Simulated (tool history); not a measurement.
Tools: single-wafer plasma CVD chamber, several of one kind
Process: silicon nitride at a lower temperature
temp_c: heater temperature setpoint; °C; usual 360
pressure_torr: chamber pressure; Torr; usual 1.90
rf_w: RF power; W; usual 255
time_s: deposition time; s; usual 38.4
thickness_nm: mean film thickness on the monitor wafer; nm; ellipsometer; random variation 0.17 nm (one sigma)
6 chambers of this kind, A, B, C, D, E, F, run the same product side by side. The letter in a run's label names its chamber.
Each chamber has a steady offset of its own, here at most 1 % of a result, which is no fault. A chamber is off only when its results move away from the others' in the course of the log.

run	hour	temp_c	pressure_torr	rf_w	time_s	hours since the last thermocouple change	hours since the last RF generator calibration	hours since the last manometer calibration	read-back reference wafer on the same gauge, thickness_nm	thickness_nm
1E	9.0	360	1.90	255	38.4	1262.4	335.5	37.4	37.610	42.535
2F	18.4	360	1.90	255	38.4	1356.4	1449.7	339.9	37.626	41.853
3A	25.0	360	1.90	255	38.4	764.4	192.7	1830.9	37.579	42.232
4D	32.2	360	1.90	255	38.4	1553.9	1084.9	924.2	37.587	41.605
5C	37.8	360	1.90	255	38.4	780.3	1062.8	1131.8	37.589	41.803
6B	46.4	360	1.90	255	38.4	1490.7	1073.6	252.1	37.622	42.169
7D	55.9	360	1.90	255	38.4	1577.6	1108.6	947.9	37.645	41.675
8C	63.6	360	1.90	255	38.4	806.1	1088.6	1157.6	37.572	41.608
9B	68.9	360	1.58	255	42.6	1513.2	1096.1	274.6	37.585	44.493
10E	75.1	360	1.58	255	42.6	1328.5	401.6	103.5	37.639	44.608
11A	81.7	360	1.58	255	42.6	821.1	249.4	1887.6	37.572	44.291
12F	86.8	360	1.58	255	42.6	1424.8	1518.1	408.3	37.612	44.282
13F	95.2	360	1.58	255	42.6	1433.2	1526.5	416.7	37.599	44.512
# hour 101.4: chamber E: thermocouple changed; heater temperature recalibrated
14E	104.8	360	1.58	255	42.6	3.5	431.3	133.2	37.604	44.978
15A	110.7	360	1.90	255	38.4	850.1	278.4	1916.6	37.589	42.024
16B	118.7	365	2.09	255	38.4	1563.0	1145.9	324.4	37.623	42.922
17C	127.3	365	2.09	255	38.4	869.8	1152.3	1221.3	37.616	42.898
18D	133.3	365	2.09	255	38.4	1655.0	1186.0	1025.3	37.566	42.937
19A	141.9	365	2.09	255	38.4	881.3	309.6	1947.8	37.610	43.078
20E	149.2	365	2.09	255	38.4	47.9	475.7	177.6	37.598	43.132
21D	158.0	365	2.09	255	38.4	1679.7	1210.7	1050.0	37.608	42.454
22C	165.6	360	1.90	255	34.2	908.1	1190.6	1259.6	37.563	37.486
# hour 169.5: chamber D: RF generator calibrated
23F	172.0	360	1.90	255	34.2	1510.0	1603.3	493.5	37.602	37.657
24B	180.8	360	1.90	255	34.2	1625.1	1208.0	386.5	37.584	37.628
25B	186.3	360	1.90	255	34.2	1630.6	1213.5	392.0	37.610	37.525
26F	192.4	360	1.90	255	34.2	1530.4	1623.7	513.9	37.623	37.427
27A	197.2	360	1.90	255	34.2	936.6	364.9	2003.1	37.549	37.474
28E	202.4	360	1.90	255	38.4	101.1	528.9	230.8	37.584	41.759
29D	209.8	360	1.90	255	38.4	1731.5	40.4	1101.8	37.647	41.527
30C	217.4	360	1.90	255	38.4	959.9	1242.4	1311.4	37.648	42.348
31D	226.6	360	1.90	255	38.4	1748.3	57.2	1118.6	37.586	41.970
32B	235.3	360	1.90	255	38.4	1679.6	1262.5	441.0	37.606	42.347
33E	242.0	360	1.90	255	38.4	140.7	568.5	270.4	37.614	41.241
34A	249.1	360	1.90	255	38.4	988.5	416.8	2055.0	37.596	41.781
35C	253.9	360	1.90	255	38.4	996.4	1278.9	1347.9	37.570	41.938
36F	259.0	360	1.90	255	38.4	1597.0	1690.3	580.5	37.594	41.835
37B	268.2	360	1.90	255	38.4	1712.5	1295.4	473.9	37.626	42.305
38D	276.8	360	1.90	255	38.4	1798.5	107.4	1168.8	37.609	41.612
39C	281.3	360	1.90	255	38.4	1023.8	1306.3	1375.3	37.597	42.207
40A	289.8	360	1.90	255	38.4	1029.2	457.5	2095.7	37.586	41.845
41F	295.6	360	1.90	255	38.4	1633.6	1726.9	617.1	37.588	42.138

Is one chamber off against the others, does the gauge drift, or is nothing wrong? If a chamber is off, say which, and what the likeliest cause is.

Chamber E drifts away from the others.
Cause: delivered RF power below the setpoint (%) = 5.38.

Here are 4 candidates for chamber E's next run, each the usual settings with a change, their results left as question marks. Which one brings its results back in line with what the others give on the usual settings?
In line means no further than this from the other chambers' mean on the usual settings: thickness_nm 0.610 nm
42E-1	302.4	360	1.90	260	39.2					?
42E-2	302.4	360	1.53	255	38.4					?
42E-3	302.4	360	1.88	255	37.3					?
42E-4	302.4	360	1.90	265	40.1					?

The other chambers' mean on the usual settings: thickness_nm 41.967 nm
run	thickness_nm
42E-1	42.135
42E-2	38.345
42E-3	39.435
42E-4	43.686
42E-1 brings the chamber back in line.
